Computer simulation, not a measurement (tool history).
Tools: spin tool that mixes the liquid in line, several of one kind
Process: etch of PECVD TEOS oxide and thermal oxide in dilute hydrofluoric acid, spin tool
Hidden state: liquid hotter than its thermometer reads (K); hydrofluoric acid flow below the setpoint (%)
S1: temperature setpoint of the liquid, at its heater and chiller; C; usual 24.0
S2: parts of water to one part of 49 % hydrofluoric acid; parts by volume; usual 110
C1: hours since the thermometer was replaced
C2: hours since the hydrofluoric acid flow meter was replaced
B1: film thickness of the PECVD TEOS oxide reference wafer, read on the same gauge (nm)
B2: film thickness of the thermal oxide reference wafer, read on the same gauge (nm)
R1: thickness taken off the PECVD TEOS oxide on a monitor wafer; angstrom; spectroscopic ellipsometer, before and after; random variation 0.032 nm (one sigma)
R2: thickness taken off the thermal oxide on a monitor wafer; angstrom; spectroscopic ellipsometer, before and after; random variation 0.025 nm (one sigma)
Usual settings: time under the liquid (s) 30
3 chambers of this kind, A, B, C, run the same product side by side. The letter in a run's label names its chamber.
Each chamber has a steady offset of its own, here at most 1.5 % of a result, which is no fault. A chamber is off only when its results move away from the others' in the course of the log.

Run 1C, day 0.412: usual settings; C1 967.8; C2 1865.1; B1 120.01; B2 140.01. Result: R1 64.993 angstrom, R2 12.9820 angstrom.
Run 2A, day 0.688: usual settings; C1 317.1; C2 1242.3; B1 120.01; B2 140.01. Result: R1 65.327 angstrom, R2 12.7710 angstrom.
Run 3B, day 1.158: usual settings; C1 1680.4; C2 260.7; B1 120.01; B2 139.99. Result: R1 64.250 angstrom, R2 12.6530 angstrom.
Run 4C, day 1.567: usual settings; C1 995.5; C2 1892.8; B1 120.00; B2 139.97. Result: R1 65.783 angstrom, R2 12.3410 angstrom.
Run 5B, day 2.042: usual settings but S1 21.5 C, time under the liquid (s) 15; C1 1701.6; C2 281.9; B1 120.02; B2 140.00. Result: R1 29.076 angstrom, R2 5.6344 angstrom.
Run 6A, day 2.400: usual settings but S1 21.5 C, time under the liquid (s) 15; C1 358.2; C2 1283.4; B1 120.01; B2 140.00. Result: R1 29.558 angstrom, R2 5.5155 angstrom.
Run 7C, day 2.671: usual settings but S1 21.5 C, time under the liquid (s) 15; C1 1022.0; C2 1919.3; B1 120.02; B2 139.99. Result: R1 29.334 angstrom, R2 5.7351 angstrom.
Run 8B, day 3.212: usual settings; C1 1729.7; C2 310.0; B1 119.99; B2 139.99. Result: R1 64.779 angstrom, R2 12.6920 angstrom.
Run 9A, day 3.612: usual settings; C1 387.3; C2 1312.5; B1 120.01; B2 139.99. Result: R1 65.280 angstrom, R2 12.2770 angstrom.
Run 10B, day 4.046: usual settings; C1 1749.7; C2 330.0; B1 120.01; B2 139.99. Result: R1 64.186 angstrom, R2 12.7410 angstrom.
Run 11C, day 4.371: usual settings but S1 28.0 C, S2 130 parts by volume; C1 1062.8; C2 1960.1; B1 120.00; B2 140.01. Result: R1 62.892 angstrom, R2 12.2360 angstrom.
Run 12A, day 4.621: usual settings but S1 28.0 C, S2 130 parts by volume; C1 411.5; C2 1336.7; B1 120.00; B2 140.01. Result: R1 63.222 angstrom, R2 11.9460 angstrom.
Run 13A, day 4.912: usual settings but S1 28.0 C, S2 130 parts by volume; C1 418.5; C2 1343.7; B1 120.01; B2 139.99. Result: R1 62.095 angstrom, R2 11.6640 angstrom.
Run 14B, day 5.221: usual settings; C1 1777.9; C2 358.2; B1 119.98; B2 139.99. Result: R1 64.424 angstrom, R2 12.7830 angstrom.
Run 15C, day 5.696: usual settings; C1 1094.6; C2 1991.9; B1 120.00; B2 139.99. Result: R1 65.469 angstrom, R2 12.5050 angstrom.
Run 16A, day 6.238: usual settings; C1 450.3; C2 1375.5; B1 119.99; B2 139.98. Result: R1 65.365 angstrom, R2 12.2890 angstrom.
Run 17C, day 6.508: usual settings; C1 1114.1; C2 2011.4; B1 119.98; B2 140.00. Result: R1 65.534 angstrom, R2 12.3300 angstrom.
Run 18B, day 7.033: usual settings but time under the liquid (s) 20; C1 1821.4; C2 401.7; B1 119.96; B2 140.00. Result: R1 42.762 angstrom, R2 8.3696 angstrom.
Run 19B, day 7.312: usual settings but time under the liquid (s) 20; C1 1828.1; C2 408.4; B1 120.02; B2 139.98. Result: R1 42.885 angstrom, R2 8.4132 angstrom.
Run 20A, day 7.600: usual settings but time under the liquid (s) 20; C1 483.0; C2 1408.2; B1 120.01; B2 139.99. Result: R1 43.413 angstrom, R2 8.3265 angstrom.
At day 7.900: chamber C: thermometer replaced.
Run 21C, day 8.008: usual settings but S1 28.0 C, time under the liquid (s) 20; C1 2.6; C2 2047.4; B1 120.02; B2 140.00. Result: R1 50.682 angstrom, R2 9.3872 angstrom.
At day 8.229: chamber A: thermometer replaced.
Run 22B, day 8.375: usual settings but S1 28.0 C, time under the liquid (s) 20; C1 1853.6; C2 433.9; B1 120.03; B2 139.99. Result: R1 50.636 angstrom, R2 9.2826 angstrom.
Run 23A, day 8.912: usual settings but S1 28.0 C, time under the liquid (s) 20; C1 16.4; C2 1439.7; B1 120.04; B2 139.99. Result: R1 51.148 angstrom, R2 9.3150 angstrom.
Run 24C, day 9.333: usual settings; C1 34.4; C2 2079.2; B1 120.03; B2 139.99. Result: R1 65.285 angstrom, R2 11.9510 angstrom.
Run 25B, day 9.633: usual settings; C1 1883.8; C2 464.1; B1 119.99; B2 140.00. Result: R1 64.430 angstrom, R2 11.8410 angstrom.
At day 9.692: chamber C: hydrofluoric acid flow meter replaced.
Run 26C, day 10.146: usual settings but S2 135 parts by volume; C1 53.9; C2 10.9; B1 119.99; B2 139.98. Result: R1 51.932 angstrom, R2 9.9427 angstrom.
Run 27A, day 10.538: usual settings but S2 135 parts by volume; C1 55.4; C2 1478.7; B1 119.99; B2 139.99. Result: R1 51.949 angstrom, R2 9.7723 angstrom.
Run 28C, day 10.821: usual settings but S2 135 parts by volume; C1 70.1; C2 27.1; B1 119.99; B2 139.99. Result: R1 51.865 angstrom, R2 9.8403 angstrom.
Run 29A, day 11.108: usual settings; C1 69.1; C2 1492.4; B1 120.01; B2 140.00. Result: R1 64.941 angstrom, R2 12.0920 angstrom.
Run 30B, day 11.642: usual settings; C1 1932.0; C2 512.3; B1 120.00; B2 140.00. Result: R1 64.648 angstrom, R2 12.6570 angstrom.
Run 31B, day 12.125: usual settings but time under the liquid (s) 25; C1 1943.6; C2 523.9; B1 120.00; B2 140.00. Result: R1 53.985 angstrom, R2 10.5790 angstrom.
Run 32A, day 12.550: usual settings but time under the liquid (s) 25; C1 103.7; C2 1527.0; B1 119.98; B2 139.99. Result: R1 54.254 angstrom, R2 10.2020 angstrom.
Run 33C, day 12.817: usual settings but time under the liquid (s) 25; C1 118.0; C2 75.0; B1 120.01; B2 139.98. Result: R1 54.037 angstrom, R2 10.1670 angstrom.
Run 34B, day 13.354: usual settings; C1 1973.1; C2 553.4; B1 119.96; B2 140.01. Result: R1 64.279 angstrom, R2 12.9790 angstrom.
Run 35A, day 13.771: usual settings; C1 133.0; C2 1556.3; B1 120.01; B2 140.01. Result: R1 65.299 angstrom, R2 11.9690 angstrom.
Run 36C, day 14.050: usual settings; C1 147.6; C2 104.6; B1 119.99; B2 140.00. Result: R1 65.474 angstrom, R2 12.2720 angstrom.

All 3 chambers run these settings next. Forecast each chamber's results:
Run 37A, day 14.450: usual settings. Result: R1 ?, R2 ?.
Run 37B, day 14.450: usual settings. Result: R1 ?, R2 ?.
Run 37C, day 14.450: usual settings. Result: R1 ?, R2 ?.

run      R1       R2
37A  65.544  12.4150
37B  64.281  12.9460
37C  65.498  12.5010
